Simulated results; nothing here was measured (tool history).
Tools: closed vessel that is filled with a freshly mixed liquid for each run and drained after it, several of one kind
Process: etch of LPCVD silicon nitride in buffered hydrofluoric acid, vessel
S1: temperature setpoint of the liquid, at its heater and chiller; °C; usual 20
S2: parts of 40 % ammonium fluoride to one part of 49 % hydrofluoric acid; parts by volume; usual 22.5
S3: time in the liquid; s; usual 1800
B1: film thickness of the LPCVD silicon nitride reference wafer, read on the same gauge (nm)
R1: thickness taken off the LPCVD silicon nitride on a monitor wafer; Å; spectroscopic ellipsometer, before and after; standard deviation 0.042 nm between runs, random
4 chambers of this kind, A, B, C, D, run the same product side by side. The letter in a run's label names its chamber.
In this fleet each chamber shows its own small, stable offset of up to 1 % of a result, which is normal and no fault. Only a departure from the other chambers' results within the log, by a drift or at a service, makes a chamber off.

Run 1B, day 0.133: usual settings; B1 140.01. Result: R1 90.690 Å.
Run 2A, day 0.350: usual settings; B1 140.02. Result: R1 89.591 Å.
Run 3D, day 0.475: usual settings; B1 140.01. Result: R1 90.185 Å.
Run 4C, day 0.712: usual settings; B1 140.02. Result: R1 91.727 Å.
Run 5A, day 0.821: usual settings; B1 139.98. Result: R1 90.140 Å.
Run 6C, day 1.004: usual settings; B1 139.99. Result: R1 91.716 Å.
Run 7B, day 1.221: usual settings; B1 140.00. Result: R1 90.808 Å.
Run 8D, day 1.446: usual settings; B1 140.03. Result: R1 91.495 Å.
Run 9A, day 1.562: usual settings; B1 140.03. Result: R1 90.437 Å.
Run 10C, day 1.742: usual settings; B1 139.99. Result: R1 91.276 Å.
Run 11B, day 1.954: usual settings but S3 1470 s; B1 139.99. Result: R1 73.959 Å.
Run 12D, day 2.167: usual settings but S3 1470 s; B1 140.04. Result: R1 73.666 Å.
Run 13D, day 2.304: usual settings but S3 1470 s; B1 140.01. Result: R1 73.658 Å.
Run 14C, day 2.471: usual settings but S3 1470 s; B1 140.02. Result: R1 75.154 Å.
Run 15A, day 2.629: usual settings; B1 139.99. Result: R1 89.697 Å.
Run 16B, day 2.754: usual settings; B1 140.00. Result: R1 91.284 Å.
Run 17B, day 2.954: usual settings; B1 139.99. Result: R1 91.502 Å.
Run 18A, day 3.146: usual settings; B1 140.02. Result: R1 90.532 Å.
Run 19D, day 3.300: usual settings; B1 139.98. Result: R1 90.523 Å.
Run 20C, day 3.517: usual settings; B1 140.00. Result: R1 90.928 Å.
At day 3.675: chamber A: hydrofluoric acid flow meter replaced.
Run 21C, day 3.683: usual settings; B1 139.99. Result: R1 91.347 Å.
Run 22B, day 3.829: usual settings; B1 140.00. Result: R1 91.660 Å.
At day 3.933: chamber D: hydrofluoric acid flow meter replaced.
Run 23D, day 3.992: usual settings; B1 139.97. Result: R1 89.891 Å.
Run 24A, day 4.221: usual settings; B1 140.02. Result: R1 89.901 Å.
Run 25B, day 4.338: usual settings; B1 139.98. Result: R1 92.470 Å.
Run 26D, day 4.500: usual settings; B1 139.99. Result: R1 90.621 Å.
Run 27A, day 4.700: usual settings; B1 139.99. Result: R1 89.644 Å.
Run 28C, day 4.808: usual settings; B1 139.98. Result: R1 91.254 Å.
Run 29A, day 4.954: usual settings; B1 140.01. Result: R1 90.356 Å.
Run 30D, day 5.150: usual settings; B1 140.01. Result: R1 90.736 Å.
Run 31B, day 5.283: usual settings; B1 139.99. Result: R1 92.315 Å.
Run 32C, day 5.471: usual settings; B1 140.01. Result: R1 90.810 Å.
Run 33D, day 5.625: usual settings but S2 30.0 parts by volume; B1 139.95. Result: R1 74.261 Å.
Run 34B, day 5.804: usual settings but S2 30.0 parts by volume; B1 140.00. Result: R1 76.254 Å.
Run 35C, day 5.912: usual settings but S2 30.0 parts by volume; B1 140.00. Result: R1 74.321 Å.
Run 36A, day 6.150: usual settings but S2 30.0 parts by volume; B1 140.00. Result: R1 74.011 Å.
Run 37C, day 6.279: usual settings; B1 139.98. Result: R1 91.859 Å.

Does one chamber stand apart from the rest, does the shared gauge drift, or is all well apart from small per-chamber offsets? Give the chamber and the most likely cause, where there is one.

Little by little, chamber B moves away from the other chambers.
Likeliest cause: hydrofluoric acid flow above the setpoint (%) = 5.21.
The log may not tell that from: liquid hotter than its thermometer reads (K).

Chamber B could run next with any of the 4 candidate recipes listed below; each alters the usual settings, and their results appear as question marks. Which one brings its results back in line with what the other chambers deliver on the usual settings?
In line here means within this much of the mean the other chambers give on the usual settings: R1 1.500 Å
Run 38B-1, day 6.450: usual settings but S2 22.0 parts by volume, S3 1875 s. Result: R1 ?.
Run 38B-2, day 6.450: usual settings but S3 1845 s. Result: R1 ?.
Run 38B-3, day 6.450: usual settings but S3 1695 s. Result: R1 ?.
Run 38B-4, day 6.450: usual settings but S3 1755 s. Result: R1 ?.

The mean the other chambers reach with the usual settings: R1 90.789 Å
  run      R1
38B-1  98.878
38B-2  95.822
38B-3  88.032
38B-4  91.148
With 38B-4, the chamber falls back in line with the rest.
